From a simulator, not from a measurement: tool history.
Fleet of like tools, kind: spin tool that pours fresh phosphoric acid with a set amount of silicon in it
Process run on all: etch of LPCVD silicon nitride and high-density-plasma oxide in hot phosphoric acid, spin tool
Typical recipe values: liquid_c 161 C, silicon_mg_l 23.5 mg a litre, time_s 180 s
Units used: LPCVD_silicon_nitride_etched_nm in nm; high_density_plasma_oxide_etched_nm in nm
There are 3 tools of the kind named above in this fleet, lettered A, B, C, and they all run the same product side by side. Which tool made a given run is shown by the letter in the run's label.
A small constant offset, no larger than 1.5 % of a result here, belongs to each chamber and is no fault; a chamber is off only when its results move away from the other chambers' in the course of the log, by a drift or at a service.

run,hour,liquid_c,silicon_mg_l,time_s,hours since the thermometer was replaced,hours since the dissolved silicon flow meter was replaced,hours since the heated supply line was repaired,"read-back film thickness of the LPCVD silicon nitride reference wafer, read on the same gauge (nm)","read-back film thickness of the high-density-plasma oxide reference wafer, read on the same gauge (nm)",LPCVD_silicon_nitride_etched_nm,high_density_plasma_oxide_etched_nm
1C,9.3,161,23.5,180,922.2,149.7,1326,120,39.977,17.05,0.66873
2A,16.6,161,23.5,180,1208.6,582.2,1062.8,119.99,39.974,16.925,0.63538
3B,27.9,161,23.5,180,214,1796.5,493.5,119.99,39.967,17.135,0.6909
4C,36.6,161,23.5,180,949.5,177,1353.3,119.98,39.975,17.176,0.6711
5A,49.3,161,23.5,180,1241.3,614.9,1095.5,120.04,39.998,16.946,0.64171
6B,58.6,161,23.5,180,244.7,1827.2,524.2,120.08,39.983,17.067,0.64478
7B,67.3,161,23.5,180,253.4,1835.9,532.9,119.99,39.968,17.185,0.61839
8C,77.9,161,23.5,180,990.8,218.3,1394.6,120,40.027,16.87,0.67753
9A,87.9,161,23.5,180,1279.9,653.5,1134.1,119.99,39.971,16.856,0.67033
10A,93.7,161,23.5,180,1285.7,659.3,1139.9,119.98,39.952,16.722,0.61878
11C,103,161,23.5,180,1015.9,243.4,1419.7,120.03,39.981,17.176,0.69011
12B,115.5,161,23.5,180,301.6,1884.1,581.1,119.99,39.964,17.143,0.63975
13B,122.6,161,23.5,180,308.7,1891.2,588.2,120,40.015,17.396,0.71228
14C,133.2,161,23.5,180,1046.1,273.6,1449.9,119.98,40.002,17.134,0.67881
15A,143,161,23.5,180,1335,708.6,1189.2,119.99,39.974,16.779,0.71697
16C,151.1,161,23.5,180,1064,291.5,1467.8,119.99,39.965,17.087,0.62405
17A,158.2,161,23.5,180,1350.2,723.8,1204.4,120.01,39.996,17.119,0.69838
18B,164.4,161,23.5,180,350.5,1933,630,120.03,39.955,17.484,0.66117
19A,175.3,161,23.5,180,1367.3,740.9,1221.5,120.04,40.022,16.866,0.64274
# hour 181.8: chamber B: dissolved silicon flow meter replaced
20C,187.3,161,23.5,180,1100.2,327.7,1504,120.02,40,17.016,0.63075
21B,195.2,161,23.5,180,381.3,13.5,660.8,120,39.985,17.151,0.65693
22B,205.9,159.5,23.5,180,392,24.2,671.5,119.92,40.011,16.495,0.56808
23C,218.4,159.5,23.5,180,1131.3,358.8,1535.1,119.99,39.993,16.255,0.60531
24A,227.2,159.5,23.5,180,1419.2,792.8,1273.4,119.97,40.041,16.116,0.62111
25A,236.6,161,23.5,180,1428.6,802.2,1282.8,120,40.023,16.785,0.62728
26B,247.2,161,23.5,180,433.3,65.5,712.8,120,39.995,17.171,0.64074
27C,259.1,161,23.5,180,1172,399.5,1575.8,120.02,40.019,17.059,0.66396
28A,267.8,161,23.5,180,1459.8,833.4,1314,120.01,40,16.968,0.64652
29B,274.7,161,23.5,180,460.8,93,740.3,119.98,39.987,17.272,0.64109
30C,283.9,161,23.5,180,1196.8,424.3,1600.6,120,40.004,16.953,0.64276
31B,290,161,23.5,180,476.1,108.3,755.6,120.01,39.988,17.183,0.64755
32A,296.2,161,31,230,1488.2,861.8,1342.4,120.02,40.021,22.061,0.62679
33C,302,161,31,230,1214.9,442.4,1618.7,120.02,40.004,22.045,0.71011
34A,310,161,31,230,1502,875.6,1356.2,119.96,40.008,21.954,0.673
35C,317.2,161,23.5,180,1230.1,457.6,1633.9,119.96,40.001,17.014,0.65513
36B,326.1,161,23.5,180,512.2,144.4,791.7,119.95,40.005,17.078,0.68244
37C,332,161,23.5,180,1244.9,472.4,1648.7,119.99,39.995,17.234,0.64742
38B,341.5,161,23.5,180,527.6,159.8,807.1,120,39.982,17.253,0.66843
39A,351.5,161,23.5,180,1543.5,917.1,1397.7,119.97,40.037,16.969,0.63104
40A,362.4,161,23.5,220,1554.4,928,1408.6,119.97,39.979,20.919,0.84052

Which is it: a chamber that has drifted or been left off by a service, a gauge drift common to all chambers, or only each chamber's usual small offset? If a chamber is off, name it and its likeliest cause.

Neither any chamber nor the gauge drifts; the chambers differ only by their own small, steady offsets.

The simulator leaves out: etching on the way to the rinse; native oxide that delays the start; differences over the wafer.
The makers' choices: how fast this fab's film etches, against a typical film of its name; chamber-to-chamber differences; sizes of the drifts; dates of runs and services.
